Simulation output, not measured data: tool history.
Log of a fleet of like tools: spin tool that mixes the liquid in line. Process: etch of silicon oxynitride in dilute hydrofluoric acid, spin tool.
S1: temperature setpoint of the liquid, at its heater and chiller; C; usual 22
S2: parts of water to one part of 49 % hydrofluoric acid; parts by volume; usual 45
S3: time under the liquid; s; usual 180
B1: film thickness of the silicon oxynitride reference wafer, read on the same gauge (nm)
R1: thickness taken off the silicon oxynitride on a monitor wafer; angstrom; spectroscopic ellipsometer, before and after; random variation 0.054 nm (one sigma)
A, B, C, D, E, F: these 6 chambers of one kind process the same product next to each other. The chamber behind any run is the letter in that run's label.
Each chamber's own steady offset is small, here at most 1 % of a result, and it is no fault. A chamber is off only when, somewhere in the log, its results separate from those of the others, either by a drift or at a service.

run,hour,S1,S2,S3,B1,R1
1B,10.2,22,45,180,100.01,92.266
2E,17.8,22,45,180,99.992,91.155
3A,30.6,22,45,180,100.01,90.821
4C,40.2,22,45,180,99.983,92.629
5F,47,22,45,180,100,93.076
6D,53.6,22,45,180,99.965,92.348
7A,67,22,45,180,100.02,91.494
8C,75.1,22,45,180,100.01,92.125
9B,82.9,22,45,180,100.02,91.166
# hour 84.6: chamber B: hydrofluoric acid flow meter replaced
# hour 84.6: chamber A: thermometer replaced
10E,93.5,22,45,180,99.973,91.275
11F,103.2,22,45,180,100.01,91.533
12D,115.7,22,25,180,99.966,172.14
13C,125.8,22,25,180,99.964,169.76
14B,138,22,25,180,99.98,166.22
15D,144.5,22,25,180,100,172.14
# hour 152.9: chamber E: thermometer replaced
16A,157.3,22,25,180,100.01,170.21
17E,169.7,22,25,180,99.991,167.35
18F,176.9,17,45,100,100.03,40.246
19F,186.3,17,45,100,100,40.384
20B,194.6,17,45,100,100.01,39.639
21E,207.3,17,45,100,99.971,39.638
22C,215.3,17,45,100,100,39.95
23A,227.3,17,45,100,99.99,39.586
24D,235.9,22,45,180,99.966,92.329
25C,246.3,22,45,180,100,92.26
26E,252.4,22,45,180,99.986,91.199
27D,262.1,22,45,180,99.957,92.398
28B,275.3,22,45,180,99.96,92.386
29A,284.7,22,45,180,100.03,91.336
30F,296.1,22,45,180,100.05,92.857
31E,308.6,22,45,180,99.999,90.516
32B,320.6,22,45,180,100,91.416
33C,331.1,22,45,180,99.977,92.436
34A,341,25,35,180,100,139.76
35D,350.7,25,35,180,100,139.83
36F,363.9,25,35,180,99.985,139.01
37B,377.1,25,35,180,99.971,138.33

Next, all 6 chambers run the settings below, one line each with question marks for the results. What does each chamber give?
38A,387,22,45,145,,?
38B,387,22,45,145,,?
38C,387,22,45,145,,?
38D,387,22,45,145,,?
38E,387,22,45,145,,?
38F,387,22,45,145,,?

run,R1
38A,74.312
38B,74.387
38C,73.947
38D,74.889
38E,73.492
38F,73.657
